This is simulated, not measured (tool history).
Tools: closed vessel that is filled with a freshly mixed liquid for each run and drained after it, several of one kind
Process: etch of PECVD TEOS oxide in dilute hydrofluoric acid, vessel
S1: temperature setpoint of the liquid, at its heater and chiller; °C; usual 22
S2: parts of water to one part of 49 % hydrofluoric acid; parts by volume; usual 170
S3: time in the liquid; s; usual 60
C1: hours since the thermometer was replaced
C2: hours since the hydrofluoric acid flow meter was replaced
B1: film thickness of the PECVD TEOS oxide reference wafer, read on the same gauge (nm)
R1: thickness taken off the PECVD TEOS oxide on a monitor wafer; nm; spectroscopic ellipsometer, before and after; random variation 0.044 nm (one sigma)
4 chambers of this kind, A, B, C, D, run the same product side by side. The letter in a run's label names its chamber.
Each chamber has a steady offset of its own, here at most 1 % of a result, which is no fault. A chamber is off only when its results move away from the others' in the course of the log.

run 1C day=0.283 | S1=22 S2=170 S3=60 | C1=2434.2 C2=783.7 | B1=120 | R1=6.0886
run 2A day=0.488 | S1=22 S2=170 S3=60 | C1=363.9 C2=1831.9 | B1=120.01 | R1=6.2209
run 3D day=0.717 | S1=22 S2=170 S3=60 | C1=474 C2=1043.8 | B1=119.98 | R1=6.1483
run 4B day=0.971 | S1=22 S2=170 S3=60 | C1=1692.5 C2=750.1 | B1=120.03 | R1=6.2318
run 5C day=1.392 | S1=22 S2=170 S3=60 | C1=2460.8 C2=810.3 | B1=119.99 | R1=6.123
-- day=1.612 chamber D: hydrofluoric acid flow meter replaced
run 6B day=1.721 | S1=17.5 S2=170 S3=60 | C1=1710.5 C2=768.1 | B1=119.99 | R1=5.1781
run 7D day=1.946 | S1=17.5 S2=170 S3=60 | C1=503.5 C2=8.1 | B1=119.98 | R1=5.2445
run 8A day=2.325 | S1=17.5 S2=170 S3=60 | C1=408 C2=1876 | B1=120.02 | R1=5.2392
run 9D day=2.625 | S1=17.5 S2=170 S3=60 | C1=519.8 C2=24.4 | B1=119.95 | R1=5.2501
run 10B day=2.812 | S1=22 S2=170 S3=60 | C1=1736.7 C2=794.3 | B1=120.01 | R1=6.2034
run 11C day=3.183 | S1=22 S2=170 S3=60 | C1=2503.8 C2=853.3 | B1=119.98 | R1=6.076
run 12A day=3.454 | S1=22 S2=170 S3=60 | C1=435.1 C2=1903.1 | B1=119.98 | R1=6.182
run 13A day=3.808 | S1=22 S2=170 S3=60 | C1=443.6 C2=1911.6 | B1=120.06 | R1=6.107
-- day=4.104 chamber C: thermometer replaced
run 14C day=4.225 | S1=22 S2=170 S3=60 | C1=3 C2=878.3 | B1=120 | R1=6.0924
run 15B day=4.442 | S1=20 S2=220 S3=60 | C1=1775.8 C2=833.4 | B1=120 | R1=4.1968
run 16D day=4.725 | S1=20 S2=220 S3=60 | C1=570.2 C2=74.8 | B1=120.03 | R1=4.2598
run 17B day=5.158 | S1=20 S2=220 S3=60 | C1=1793 C2=850.6 | B1=119.98 | R1=4.2382
run 18A day=5.421 | S1=20 S2=220 S3=60 | C1=482.3 C2=1950.3 | B1=119.96 | R1=4.2202
run 19C day=5.633 | S1=22 S2=170 S3=60 | C1=36.8 C2=912.1 | B1=119.98 | R1=6.0253
run 20D day=5.95 | S1=22 S2=170 S3=60 | C1=599.6 C2=104.2 | B1=120.03 | R1=6.2111
run 21C day=6.329 | S1=22 S2=140 S3=70 | C1=53.5 C2=928.8 | B1=120.01 | R1=8.9801
run 22D day=6.612 | S1=22 S2=140 S3=70 | C1=615.5 C2=120.1 | B1=119.99 | R1=9.0995
run 23A day=6.983 | S1=22 S2=140 S3=70 | C1=519.8 C2=1987.8 | B1=120.04 | R1=9.0252
run 24B day=7.258 | S1=22 S2=140 S3=70 | C1=1843.4 C2=901 | B1=120 | R1=8.8514
run 25B day=7.633 | S1=22 S2=170 S3=60 | C1=1852.4 C2=910 | B1=119.99 | R1=6.0903
run 26D day=7.846 | S1=22 S2=220 S3=35 | C1=645.1 C2=149.7 | B1=119.99 | R1=2.6687
run 27A day=8.129 | S1=22 S2=220 S3=35 | C1=547.3 C2=2015.3 | B1=120.01 | R1=2.6492
run 28C day=8.4 | S1=22 S2=220 S3=35 | C1=103.2 C2=978.5 | B1=119.99 | R1=2.5686
run 29B day=8.6 | S1=22 S2=220 S3=35 | C1=1875.6 C2=933.2 | B1=119.95 | R1=2.5969
run 30C day=8.996 | S1=22 S2=170 S3=60 | C1=117.5 C2=992.8 | B1=119.99 | R1=6.0811
run 31D day=9.246 | S1=22 S2=170 S3=60 | C1=678.7 C2=183.3 | B1=120.01 | R1=6.2159
run 32A day=9.612 | S1=22 S2=170 S3=60 | C1=582.9 C2=2050.9 | B1=120 | R1=6.1559
run 33A day=9.867 | S1=22 S2=170 S3=60 | C1=589 C2=2057 | B1=120.01 | R1=6.1812
run 34D day=10.121 | S1=22 S2=170 S3=60 | C1=699.7 C2=204.3 | B1=119.95 | R1=6.1475
run 35C day=10.417 | S1=22 S2=170 S3=60 | C1=151.6 C2=1026.9 | B1=119.98 | R1=6.0825
run 36B day=10.617 | S1=22 S2=170 S3=60 | C1=1924 C2=981.6 | B1=120.02 | R1=5.9073
run 37D day=10.979 | S1=25.5 S2=170 S3=85 | C1=720.3 C2=224.9 | B1=119.99 | R1=9.9314
run 38B day=11.367 | S1=25.5 S2=170 S3=85 | C1=1942 C2=999.6 | B1=120.05 | R1=9.6629
run 39C day=11.8 | S1=25.5 S2=170 S3=85 | C1=184.8 C2=1060.1 | B1=120 | R1=9.9483
run 40A day=12.071 | S1=25.5 S2=170 S3=85 | C1=641.9 C2=2109.9 | B1=119.99 | R1=10.037

What goes on in this fleet: one chamber off, a drifting gauge, or nothing beyond the chambers' own small offsets? Name the chamber and the cause, if any.

Chamber B drifts away from the others.
Cause: hydrofluoric acid flow below the setpoint (%) = 4.09.
The log may not tell that from: liquid colder than its thermometer reads (K).

Here are 4 candidates for chamber B's next run, each the usual settings with a change, their results left as question marks. Which one brings its results back in line with what the others give on the usual settings?
In line means no further than this from the other chambers' mean on the usual settings: R1 0.15 nm
run 41B-1 day=12.379 | S1=22 S2=170 S3=55 | R1=?
run 41B-2 day=12.379 | S1=22 S2=175 S3=60 | R1=?
run 41B-3 day=12.379 | S1=22 S2=165 S3=60 | R1=?
run 41B-4 day=12.379 | S1=24.5 S2=170 S3=60 | R1=?

The other chambers' mean on the usual settings: R1 6.1571 nm
run=41B-1 R1=5.3998
run=41B-2 R1=5.6908
run=41B-3 R1=6.1028
run=41B-4 R1=6.4742
41B-3 brings the chamber back in line.

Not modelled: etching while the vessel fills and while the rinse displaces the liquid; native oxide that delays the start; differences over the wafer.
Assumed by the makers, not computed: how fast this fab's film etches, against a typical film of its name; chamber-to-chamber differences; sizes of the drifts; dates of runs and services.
